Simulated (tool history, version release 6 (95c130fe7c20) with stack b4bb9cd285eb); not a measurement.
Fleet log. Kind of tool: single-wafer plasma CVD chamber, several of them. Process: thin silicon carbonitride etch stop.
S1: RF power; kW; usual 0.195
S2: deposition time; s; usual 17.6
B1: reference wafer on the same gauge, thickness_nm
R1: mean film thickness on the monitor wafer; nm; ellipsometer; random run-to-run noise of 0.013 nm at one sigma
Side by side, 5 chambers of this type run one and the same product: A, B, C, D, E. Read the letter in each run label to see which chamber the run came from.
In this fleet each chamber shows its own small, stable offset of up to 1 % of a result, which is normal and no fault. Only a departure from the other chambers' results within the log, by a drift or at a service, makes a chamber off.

run,hour,S1,S2,B1,R1
1E,8.8,0.195,17.6,10.403,10.005
# hour 13.5: chamber A: thermocouple changed; heater temperature recalibrated
2B,23.3,0.195,17.6,10.407,9.9268
3D,37.3,0.195,17.6,10.403,9.9887
4C,44.4,0.195,17.6,10.407,9.9694
5A,60,0.195,17.6,10.404,9.8881
# hour 60.9: chamber B: RF generator calibrated
6E,72.8,0.195,17.6,10.405,9.9841
7A,87.1,0.195,17.6,10.409,9.8808
8B,98.4,0.195,17.6,10.406,9.9389
9D,114.5,0.195,17.6,10.407,9.9904
10C,126.6,0.195,17.6,10.414,9.9983
11D,142.3,0.195,17.6,10.412,9.9641
12A,155.4,0.195,17.6,10.416,9.9028
13B,169.4,0.195,17.6,10.422,9.9222
14C,179.4,0.21,14.8,10.414,8.5871
# hour 185.9: chamber D: thermocouple changed; heater temperature recalibrated
15E,188.4,0.21,14.8,10.42,8.6063
16C,204.4,0.21,14.8,10.421,8.6184
17B,215.3,0.21,14.8,10.423,8.5204
18A,228.1,0.21,14.8,10.423,8.5143
19E,237.6,0.195,17.6,10.423,10.016
20D,245.7,0.195,18.8,10.428,10.681
21C,261.3,0.195,18.8,10.431,10.667
22D,277.2,0.195,18.8,10.428,10.714
23E,290.9,0.195,18.8,10.434,10.685
24A,301,0.195,18.8,10.433,10.598
25B,316,0.195,17.6,10.434,9.9474
26C,326.2,0.195,17.6,10.435,10.04
27D,342.5,0.195,17.6,10.436,10.027
28A,350.8,0.195,17.6,10.44,9.8928
29E,364.8,0.195,17.6,10.443,10.017
30B,378.1,0.195,17.6,10.437,9.9555
31E,389.9,0.195,17.6,10.44,10.012
32D,398,0.195,17.6,10.441,10.035
33A,410.9,0.195,17.6,10.444,9.9314
# hour 414: chamber C: thermocouple changed; heater temperature recalibrated
34B,422,0.195,15.9,10.443,8.9876
# hour 426.8: chamber B: thermocouple changed; heater temperature recalibrated
35C,435.7,0.195,15.9,10.445,9.0573
36C,450.6,0.195,15.9,10.45,9.0623
37A,463.4,0.195,15.9,10.445,8.9625
38E,477.1,0.195,15.9,10.45,9.087
39D,489.1,0.195,17.6,10.45,10.039
40B,502.4,0.195,17.6,10.449,9.9634
41C,512.3,0.195,17.6,10.452,10.025
42B,521,0.195,17.6,10.453,9.9648

Is one chamber off against the others, does the gauge drift, or is nothing wrong? If a chamber is off, say which, and what the likeliest cause is.

Gauge drift. The chambers move together only on paper, and none stands off.
What lies behind it: gauge reads high (%) = 0.538.
